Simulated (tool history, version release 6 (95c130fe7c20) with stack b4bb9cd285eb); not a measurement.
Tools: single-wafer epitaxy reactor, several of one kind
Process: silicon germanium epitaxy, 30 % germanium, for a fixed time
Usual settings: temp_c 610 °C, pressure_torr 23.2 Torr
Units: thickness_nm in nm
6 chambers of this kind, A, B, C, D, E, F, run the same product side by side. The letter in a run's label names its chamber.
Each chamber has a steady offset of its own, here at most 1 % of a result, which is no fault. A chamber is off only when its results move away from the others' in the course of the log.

run	hour	temp_c	pressure_torr	hours since the last pyrometer calibration	hours since the last manometer calibration	read-back reference wafer on the same gauge, thickness_nm	thickness_nm
1C	6.7	610	23.2	1203.1	347.7	84.399	75.189
2D	16.3	610	23.2	1898.4	966.2	84.434	75.339
# hour 23.3: chamber D: pyrometer calibrated
3E	23.7	610	23.2	1585	1862.5	84.44	75.174
4A	28.4	610	23.2	2154.3	744.9	84.452	75.867
5F	38	618	28.5	1053.8	761.4	84.456	93.338
6B	42.9	618	28.5	621.5	1163.3	84.477	94.101
7A	50.2	618	28.5	2176.1	766.7	84.502	94.705
8C	56.8	618	28.5	1253.2	397.8	84.5	94.129
9D	63.2	618	28.5	39.9	1013.1	84.524	94.487
10B	71.7	618	28.5	650.3	1192.1	84.54	94.23
11F	78.6	610	23.2	1094.4	802	84.54	74.621
12E	88	610	23.2	1649.3	1926.8	84.569	75.052
13C	92.4	610	23.2	1288.8	433.4	84.545	75.214
14B	101	610	23.2	679.6	1221.4	84.575	75.312
15D	106.6	601	23.2	83.3	1056.5	84.585	64.268
16F	112.5	601	23.2	1128.3	835.9	84.597	63.462
17A	121.4	601	23.2	2247.3	837.9	84.609	64.444
18E	127.6	601	23.2	1688.9	1966.4	84.605	63.948
19D	134.7	601	23.2	111.4	1084.6	84.595	64.155
# hour 136.7: chamber A: pyrometer calibrated
20F	141.3	601	23.2	1157.1	864.7	84.677	63.704
21E	149.2	610	23.2	1710.5	1988	84.649	75.298
22A	153.9	606	21.4	17.2	870.4	84.658	68.352
23C	158.2	606	21.4	1354.6	499.2	84.66	67.779
24B	165.7	606	21.4	744.3	1286.1	84.714	67.956
25C	171.7	606	21.4	1368.1	512.7	84.712	67.893
26A	180	606	21.4	43.3	896.5	84.723	68.388
27E	184.5	606	21.4	1745.8	2023.3	84.696	67.781
28B	188.9	601	28.8	767.5	1309.3	84.695	69.883
29D	198.3	601	28.8	175	1148.2	84.78	70.032
30F	207.4	601	28.8	1223.2	930.8	84.729	69.522
31A	212.4	601	28.8	75.7	928.9	84.741	70.47
32B	219.1	601	28.8	797.7	1339.5	84.751	69.918
33F	226.1	601	28.8	1241.9	949.5	84.765	69.305
34C	233.7	604	20.9	1430.1	574.7	84.771	65.118
35D	243	604	20.9	219.7	1192.9	84.815	65.094
36E	250.3	604	20.9	1811.6	2089.1	84.857	64.936
37F	256.9	604	20.9	1272.7	980.3	84.857	64.201
38D	266.2	604	20.9	242.9	1216.1	84.856	65.114
39C	272.4	604	20.9	1468.8	613.4	84.842	64.907
40A	278.3	610	23.2	141.6	994.8	84.888	76.096
41E	284.3	610	23.2	1845.6	2123.1	84.88	75.601
42B	291.2	610	23.2	869.8	1411.6	84.874	75.833
43E	299.7	610	23.2	1861	2138.5	84.902	75.454
44F	305.2	610	25.6	1321	1028.6	84.903	77.997

Next, every chamber runs the same settings. What will each give?
45A	312.2	598	23.2				?
45B	312.2	598	23.2				?
45C	312.2	598	23.2				?
45D	312.2	598	23.2				?
45E	312.2	598	23.2				?
45F	312.2	598	23.2				?

run	thickness_nm
45A	61.049
45B	60.758
45C	60.678
45D	60.878
45E	60.495
45F	60.389

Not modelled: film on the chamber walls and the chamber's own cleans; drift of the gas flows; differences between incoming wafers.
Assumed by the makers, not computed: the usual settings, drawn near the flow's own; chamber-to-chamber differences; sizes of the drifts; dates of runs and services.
